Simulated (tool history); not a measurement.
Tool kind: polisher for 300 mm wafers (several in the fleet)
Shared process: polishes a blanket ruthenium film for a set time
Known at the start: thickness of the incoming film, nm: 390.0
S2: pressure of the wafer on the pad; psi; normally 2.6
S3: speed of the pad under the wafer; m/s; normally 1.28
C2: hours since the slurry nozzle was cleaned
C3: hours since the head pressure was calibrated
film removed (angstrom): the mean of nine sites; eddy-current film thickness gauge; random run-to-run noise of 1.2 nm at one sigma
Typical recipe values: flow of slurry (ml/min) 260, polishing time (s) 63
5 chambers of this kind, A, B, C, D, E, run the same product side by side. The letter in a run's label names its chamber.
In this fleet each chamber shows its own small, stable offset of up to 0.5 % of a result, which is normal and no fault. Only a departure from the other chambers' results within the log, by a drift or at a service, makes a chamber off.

run 1A hour=3.5 | flow_of_slurry_(ml/min)=260 S2=2.6 S3=1.28 polishing_time_(s)=63 | wafers_polished_on_this_pad=433 C2=14.3 C3=550.4 | film_removed_(angstrom)=1204.6
run 2C hour=5.8 | flow_of_slurry_(ml/min)=260 S2=2.6 S3=1.28 polishing_time_(s)=63 | wafers_polished_on_this_pad=395 C2=256.9 C3=116.3 | film_removed_(angstrom)=1200.4
run 3E hour=10 | flow_of_slurry_(ml/min)=260 S2=2.6 S3=1.28 polishing_time_(s)=63 | wafers_polished_on_this_pad=341 C2=241.4 C3=675 | film_removed_(angstrom)=1200.2
run 4D hour=13 | flow_of_slurry_(ml/min)=260 S2=2.6 S3=1.28 polishing_time_(s)=63 | wafers_polished_on_this_pad=807 C2=336.5 C3=424.6 | film_removed_(angstrom)=1183.7
run 5B hour=15.1 | flow_of_slurry_(ml/min)=260 S2=2.6 S3=1.28 polishing_time_(s)=63 | wafers_polished_on_this_pad=198 C2=42.8 C3=375.1 | film_removed_(angstrom)=1183.4
run 6E hour=18.9 | flow_of_slurry_(ml/min)=260 S2=2.6 S3=1.28 polishing_time_(s)=63 | wafers_polished_on_this_pad=417 C2=250.3 C3=683.9 | film_removed_(angstrom)=1183.7
-- hour=21 chamber A: worn pad replaced by a new one
run 7D hour=21.2 | flow_of_slurry_(ml/min)=260 S2=2.6 S3=1.28 polishing_time_(s)=63 | wafers_polished_on_this_pad=877 C2=344.7 C3=432.8 | film_removed_(angstrom)=1184.4
run 8B hour=25.1 | flow_of_slurry_(ml/min)=260 S2=2.2 S3=1.28 polishing_time_(s)=42 | wafers_polished_on_this_pad=284 C2=52.8 C3=385.1 | film_removed_(angstrom)=677.58
run 9A hour=28.6 | flow_of_slurry_(ml/min)=260 S2=2.2 S3=1.28 polishing_time_(s)=42 | wafers_polished_on_this_pad=65 C2=39.4 C3=575.5 | film_removed_(angstrom)=674.01
run 10C hour=30.5 | flow_of_slurry_(ml/min)=260 S2=2.2 S3=1.28 polishing_time_(s)=42 | wafers_polished_on_this_pad=606 C2=281.6 C3=141 | film_removed_(angstrom)=668.31
run 11C hour=33.3 | flow_of_slurry_(ml/min)=260 S2=2.2 S3=1.28 polishing_time_(s)=42 | wafers_polished_on_this_pad=630 C2=284.4 C3=143.8 | film_removed_(angstrom)=684.45
run 12E hour=36.2 | flow_of_slurry_(ml/min)=260 S2=2.2 S3=1.28 polishing_time_(s)=42 | wafers_polished_on_this_pad=565 C2=267.6 C3=701.2 | film_removed_(angstrom)=669.12
run 13B hour=39.2 | flow_of_slurry_(ml/min)=260 S2=2.6 S3=1.28 polishing_time_(s)=63 | wafers_polished_on_this_pad=405 C2=66.9 C3=399.2 | film_removed_(angstrom)=1168.3
run 14D hour=42 | flow_of_slurry_(ml/min)=260 S2=2.6 S3=1.28 polishing_time_(s)=63 | wafers_polished_on_this_pad=1055 C2=365.5 C3=453.6 | film_removed_(angstrom)=1196.1
run 15A hour=45.1 | flow_of_slurry_(ml/min)=260 S2=2.6 S3=1.28 polishing_time_(s)=63 | wafers_polished_on_this_pad=206 C2=55.9 C3=592 | film_removed_(angstrom)=1218.2
-- hour=45.5 chamber B: head pressure recalibrated
run 16B hour=48.5 | flow_of_slurry_(ml/min)=260 S2=2.6 S3=1.58 polishing_time_(s)=78 | wafers_polished_on_this_pad=484 C2=76.2 C3=3.1 | film_removed_(angstrom)=1823.4
run 17E hour=52.8 | flow_of_slurry_(ml/min)=260 S2=2.6 S3=1.58 polishing_time_(s)=78 | wafers_polished_on_this_pad=707 C2=284.2 C3=717.8 | film_removed_(angstrom)=1812.1
-- hour=55.5 chamber B: worn pad replaced by a new one
-- hour=55.8 chamber D: worn pad replaced by a new one
run 18D hour=56.2 | flow_of_slurry_(ml/min)=260 S2=2.6 S3=1.58 polishing_time_(s)=78 | wafers_polished_on_this_pad=3 C2=379.7 C3=467.8 | film_removed_(angstrom)=1822.5
run 19A hour=58.3 | flow_of_slurry_(ml/min)=260 S2=2.6 S3=1.58 polishing_time_(s)=78 | wafers_polished_on_this_pad=319 C2=69.1 C3=605.2 | film_removed_(angstrom)=1854.5
run 20C hour=62 | flow_of_slurry_(ml/min)=260 S2=2.6 S3=1.58 polishing_time_(s)=78 | wafers_polished_on_this_pad=876 C2=313.1 C3=172.5 | film_removed_(angstrom)=1787.3
run 21B hour=65.9 | flow_of_slurry_(ml/min)=260 S2=2.6 S3=1.28 polishing_time_(s)=63 | wafers_polished_on_this_pad=89 C2=93.6 C3=20.5 | film_removed_(angstrom)=1181.1
run 22A hour=69.8 | flow_of_slurry_(ml/min)=260 S2=2.6 S3=1.28 polishing_time_(s)=63 | wafers_polished_on_this_pad=417 C2=80.6 C3=616.7 | film_removed_(angstrom)=1190.5
run 23E hour=73 | flow_of_slurry_(ml/min)=260 S2=2.6 S3=1.28 polishing_time_(s)=63 | wafers_polished_on_this_pad=880 C2=304.4 C3=738 | film_removed_(angstrom)=1194.2
-- hour=73.8 chamber A: worn pad replaced by a new one
run 24C hour=75.9 | flow_of_slurry_(ml/min)=260 S2=2.6 S3=1.28 polishing_time_(s)=63 | wafers_polished_on_this_pad=994 C2=327 C3=186.4 | film_removed_(angstrom)=1172.7
run 25D hour=78.4 | flow_of_slurry_(ml/min)=260 S2=2.6 S3=1.28 polishing_time_(s)=63 | wafers_polished_on_this_pad=193 C2=401.9 C3=490 | film_removed_(angstrom)=1184.8
run 26E hour=81.5 | flow_of_slurry_(ml/min)=260 S2=2.6 S3=1.28 polishing_time_(s)=63 | wafers_polished_on_this_pad=952 C2=312.9 C3=746.5 | film_removed_(angstrom)=1197.9
run 27C hour=83.8 | flow_of_slurry_(ml/min)=260 S2=3.4 S3=1.28 polishing_time_(s)=74 | wafers_polished_on_this_pad=1062 C2=334.9 C3=194.3 | film_removed_(angstrom)=1745.3
run 28D hour=86 | flow_of_slurry_(ml/min)=260 S2=3.4 S3=1.28 polishing_time_(s)=74 | wafers_polished_on_this_pad=258 C2=409.5 C3=497.6 | film_removed_(angstrom)=1836.2
run 29B hour=87.8 | flow_of_slurry_(ml/min)=260 S2=3.4 S3=1.28 polishing_time_(s)=74 | wafers_polished_on_this_pad=276 C2=115.5 C3=42.4 | film_removed_(angstrom)=1830.6
run 30A hour=91 | flow_of_slurry_(ml/min)=260 S2=3.4 S3=1.28 polishing_time_(s)=74 | wafers_polished_on_this_pad=147 C2=101.8 C3=637.9 | film_removed_(angstrom)=1827.4
run 31C hour=93.7 | flow_of_slurry_(ml/min)=260 S2=3.4 S3=1.28 polishing_time_(s)=74 | wafers_polished_on_this_pad=1147 C2=344.8 C3=204.2 | film_removed_(angstrom)=1728.1
run 32A hour=96.9 | flow_of_slurry_(ml/min)=260 S2=2.6 S3=1.28 polishing_time_(s)=63 | wafers_polished_on_this_pad=198 C2=107.7 C3=643.8 | film_removed_(angstrom)=1225.1
run 33E hour=99.7 | flow_of_slurry_(ml/min)=260 S2=2.6 S3=1.28 polishing_time_(s)=63 | wafers_polished_on_this_pad=1108 C2=331.1 C3=764.7 | film_removed_(angstrom)=1199.6
run 34B hour=102.8 | flow_of_slurry_(ml/min)=260 S2=2.6 S3=1.28 polishing_time_(s)=63 | wafers_polished_on_this_pad=404 C2=130.5 C3=57.4 | film_removed_(angstrom)=1186.3
run 35D hour=105.9 | flow_of_slurry_(ml/min)=260 S2=2.6 S3=1.28 polishing_time_(s)=63 | wafers_polished_on_this_pad=428 C2=429.4 C3=517.5 | film_removed_(angstrom)=1180
run 36C hour=110.1 | flow_of_slurry_(ml/min)=260 S2=2.6 S3=1.28 polishing_time_(s)=63 | wafers_polished_on_this_pad=1287 C2=361.2 C3=220.6 | film_removed_(angstrom)=1105.2
run 37B hour=113.4 | flow_of_slurry_(ml/min)=260 S2=2.6 S3=1.28 polishing_time_(s)=63 | wafers_polished_on_this_pad=495 C2=141.1 C3=68 | film_removed_(angstrom)=1192.2
run 38E hour=116.5 | flow_of_slurry_(ml/min)=260 S2=2.6 S3=1.28 polishing_time_(s)=63 | wafers_polished_on_this_pad=1252 C2=347.9 C3=781.5 | film_removed_(angstrom)=1187.8

Does one chamber stand apart from the rest, does the shared gauge drift, or is all well apart from small per-chamber offsets? Give the chamber and the most likely cause, where there is one.

Little by little, chamber C moves away from the other chambers.
Cause: removal rate lost through wear of the pad, % = 8.5.
It could be hard to tell apart here from: head's pressure below its setpoint, %.

Below are 4 candidate recipes for chamber C's next run, each the usual settings with a change, their results shown as question marks. Which of them brings C's results back in line with what the other chambers give on the usual settings?
In line here means within this much of the mean the other chambers give on the usual settings: film removed (angstrom) 41
run 39C-1 hour=119.6 | flow_of_slurry_(ml/min)=260 S2=2.6 S3=1.54 polishing_time_(s)=63 | film_removed_(angstrom)=?
run 39C-2 hour=119.6 | flow_of_slurry_(ml/min)=260 S2=2.6 S3=1.16 polishing_time_(s)=63 | film_removed_(angstrom)=?
run 39C-3 hour=119.6 | flow_of_slurry_(ml/min)=260 S2=2.7 S3=1.32 polishing_time_(s)=65 | film_removed_(angstrom)=?
run 39C-4 hour=119.6 | flow_of_slurry_(ml/min)=260 S2=2.6 S3=1.06 polishing_time_(s)=63 | film_removed_(angstrom)=?

The mean the other chambers reach with the usual settings: film removed (angstrom) 1193.4
run=39C-1 film_removed_(angstrom)=1309.9
run=39C-2 film_removed_(angstrom)=984.36
run=39C-3 film_removed_(angstrom)=1202.2
run=39C-4 film_removed_(angstrom)=898.68
It is 39C-3 that realigns the chamber with its peers.
